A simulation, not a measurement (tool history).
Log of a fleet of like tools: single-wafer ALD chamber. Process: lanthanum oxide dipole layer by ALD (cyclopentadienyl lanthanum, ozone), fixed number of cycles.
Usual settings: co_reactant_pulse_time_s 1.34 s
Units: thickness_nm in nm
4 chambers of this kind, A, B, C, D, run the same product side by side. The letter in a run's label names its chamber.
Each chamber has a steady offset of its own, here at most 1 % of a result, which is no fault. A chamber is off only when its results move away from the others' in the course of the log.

run,hour,co_reactant_pulse_time_s,hours since the last thermocouple change,hours since the last ozone generator service,"read-back reference wafer on the same gauge, thickness_nm",thickness_nm
1A,12.9,1.34,688.2,129.7,0.44689,0.5356
2C,24.5,1.34,826.5,159.6,0.4468,0.53907
3B,40.3,1.34,251.3,1388.8,0.44667,0.5434
4D,51.6,1.34,246.9,654.9,0.44656,0.53913
5B,66.1,1.34,277.1,1414.6,0.44659,0.54315
6D,73.3,1.34,268.6,676.6,0.4464,0.54032
7A,87.5,1.17,762.8,204.3,0.44644,0.51796
8C,96.2,1.17,898.2,231.3,0.44626,0.52267
# hour 107.1: chamber B: ozone generator serviced
9A,108.3,1.17,783.6,225.1,0.44621,0.51828
10C,118.9,1.17,920.9,254,0.44615,0.52292
11B,132.3,1.34,343.3,25.3,0.44618,0.54394
12D,146.3,1.06,341.6,749.6,0.44609,0.50981
13A,160.6,1.06,835.9,277.4,0.44594,0.50561
14C,175.8,1.06,977.8,310.9,0.44581,0.50943
15B,190,1.06,401,83,0.44558,0.51284
16D,205.8,1.34,401.1,809.1,0.44557,0.53913
17A,218.2,1.34,893.5,335,0.44538,0.53253
18B,231.3,1.34,442.3,124.3,0.44552,0.54243
19D,242.7,1.34,438,846,0.44544,0.53719
20C,256,1.34,1058,391.1,0.44534,0.53757
21B,265.6,1.34,476.6,158.6,0.4453,0.54236
22D,278.3,1.34,473.6,881.6,0.44511,0.5383
23A,285.9,1.34,961.2,402.7,0.44516,0.53295
24C,295.8,1.34,1097.8,430.9,0.44501,0.53677
25C,307.8,0.91,1109.8,442.9,0.44483,0.48439
26D,321.8,0.91,517.1,925.1,0.44485,0.48311
27B,330.5,0.91,541.5,223.5,0.44484,0.48869
28A,345.8,0.91,1021.1,462.6,0.44444,0.4809

Is one chamber off against the others, does the gauge drift, or is nothing wrong? If a chamber is off, say which, and what the likeliest cause is.

The gauge drifts, so all chambers seem to drift together. No chamber is off.
Cause: gauge reads low (%) = 0.533.
